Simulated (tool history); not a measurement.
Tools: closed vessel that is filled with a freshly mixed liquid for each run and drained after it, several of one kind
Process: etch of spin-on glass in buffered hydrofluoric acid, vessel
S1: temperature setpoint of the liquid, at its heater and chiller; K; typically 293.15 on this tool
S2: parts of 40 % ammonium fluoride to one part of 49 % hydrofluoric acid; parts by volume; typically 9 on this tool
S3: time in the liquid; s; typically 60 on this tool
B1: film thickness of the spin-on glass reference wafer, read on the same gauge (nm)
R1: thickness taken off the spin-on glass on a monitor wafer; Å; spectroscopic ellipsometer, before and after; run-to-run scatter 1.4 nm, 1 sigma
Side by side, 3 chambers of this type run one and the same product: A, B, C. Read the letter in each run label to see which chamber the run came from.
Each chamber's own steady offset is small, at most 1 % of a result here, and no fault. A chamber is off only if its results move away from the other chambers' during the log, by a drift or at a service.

run 1B hour=8.8 | S1=293.15 S2=9 S3=60 | B1=130.02 | R1=1640.1
run 2A hour=21.5 | S1=293.15 S2=9 S3=60 | B1=129.97 | R1=1635.2
run 3C hour=29.4 | S1=293.15 S2=9 S3=60 | B1=130 | R1=1636.8
run 4C hour=36.7 | S1=293.15 S2=9 S3=60 | B1=130.01 | R1=1629.6
run 5A hour=44 | S1=293.15 S2=9 S3=60 | B1=130 | R1=1662
run 6B hour=54.4 | S1=293.15 S2=9 S3=60 | B1=130.03 | R1=1639.9
run 7C hour=62.4 | S1=293.15 S2=9 S3=60 | B1=130.01 | R1=1622
run 8B hour=75 | S1=293.15 S2=9 S3=60 | B1=130.01 | R1=1660.3
run 9A hour=88.5 | S1=293.15 S2=9 S3=60 | B1=130.02 | R1=1633.6
run 10C hour=98.6 | S1=293.15 S2=9 S3=60 | B1=130.01 | R1=1631
run 11A hour=110 | S1=293.15 S2=9 S3=85 | B1=130.03 | R1=2283.1
run 12B hour=122.3 | S1=293.15 S2=9 S3=85 | B1=130.02 | R1=2320.3
run 13B hour=130.1 | S1=293.15 S2=9 S3=85 | B1=130.01 | R1=2320.1
run 14A hour=141 | S1=293.15 S2=9 S3=60 | B1=129.99 | R1=1663.7
run 15C hour=151.2 | S1=293.15 S2=9 S3=60 | B1=129.97 | R1=1621.8
run 16B hour=163.7 | S1=293.15 S2=9 S3=60 | B1=130.01 | R1=1657.1
run 17A hour=172.6 | S1=293.15 S2=9 S3=60 | B1=130.01 | R1=1634.5
run 18C hour=179 | S1=293.15 S2=9 S3=60 | B1=129.97 | R1=1646.5
run 19C hour=185.1 | S1=293.15 S2=9 S3=60 | B1=130.02 | R1=1645.3
run 20B hour=198.9 | S1=293.15 S2=9 S3=60 | B1=130.01 | R1=1667.9
run 21A hour=210.7 | S1=291.65 S2=9 S3=45 | B1=130.01 | R1=1143.8
run 22B hour=217.5 | S1=291.65 S2=9 S3=45 | B1=130 | R1=1141.6
run 23A hour=230.4 | S1=291.65 S2=9 S3=45 | B1=130.02 | R1=1124.9
-- hour=239.6 chamber C: hydrofluoric acid flow meter replaced
run 24C hour=242.5 | S1=293.15 S2=9 S3=60 | B1=130 | R1=1619.5
run 25B hour=251 | S1=293.15 S2=9 S3=60 | B1=130 | R1=1666.4
run 26C hour=260.7 | S1=293.15 S2=9 S3=60 | B1=130 | R1=1609.7
run 27A hour=272.9 | S1=293.15 S2=9 S3=60 | B1=130.02 | R1=1653
run 28A hour=284.9 | S1=293.15 S2=9 S3=60 | B1=129.97 | R1=1631.1
run 29C hour=297.9 | S1=293.15 S2=9 S3=60 | B1=129.99 | R1=1612.6
-- hour=298.9 chamber A: hydrofluoric acid flow meter replaced
run 30B hour=311.7 | S1=297.65 S2=9 S3=60 | B1=130 | R1=2196.3
run 31A hour=320 | S1=297.65 S2=9 S3=60 | B1=130.04 | R1=2104.7
run 32C hour=326.4 | S1=297.65 S2=9 S3=60 | B1=129.97 | R1=2084.6
run 33B hour=334.8 | S1=293.15 S2=9 S3=60 | B1=130.02 | R1=1724.2
run 34C hour=342.6 | S1=293.15 S2=9 S3=60 | B1=129.98 | R1=1636.3
run 35B hour=349.4 | S1=293.15 S2=9 S3=60 | B1=130 | R1=1743.6
run 36A hour=362.9 | S1=293.15 S2=9 S3=60 | B1=129.98 | R1=1635.5
run 37B hour=369.2 | S1=293.15 S2=9 S3=60 | B1=129.97 | R1=1723.8

Predict what each chamber gives when all 3 of them run the settings below next.
run 38A hour=379.1 | S1=293.15 S2=6 S3=60 | R1=?
run 38B hour=379.1 | S1=293.15 S2=6 S3=60 | R1=?
run 38C hour=379.1 | S1=293.15 S2=6 S3=60 | R1=?

run=38A R1=2417
run=38B R1=2620.9
run=38C R1=2439.6

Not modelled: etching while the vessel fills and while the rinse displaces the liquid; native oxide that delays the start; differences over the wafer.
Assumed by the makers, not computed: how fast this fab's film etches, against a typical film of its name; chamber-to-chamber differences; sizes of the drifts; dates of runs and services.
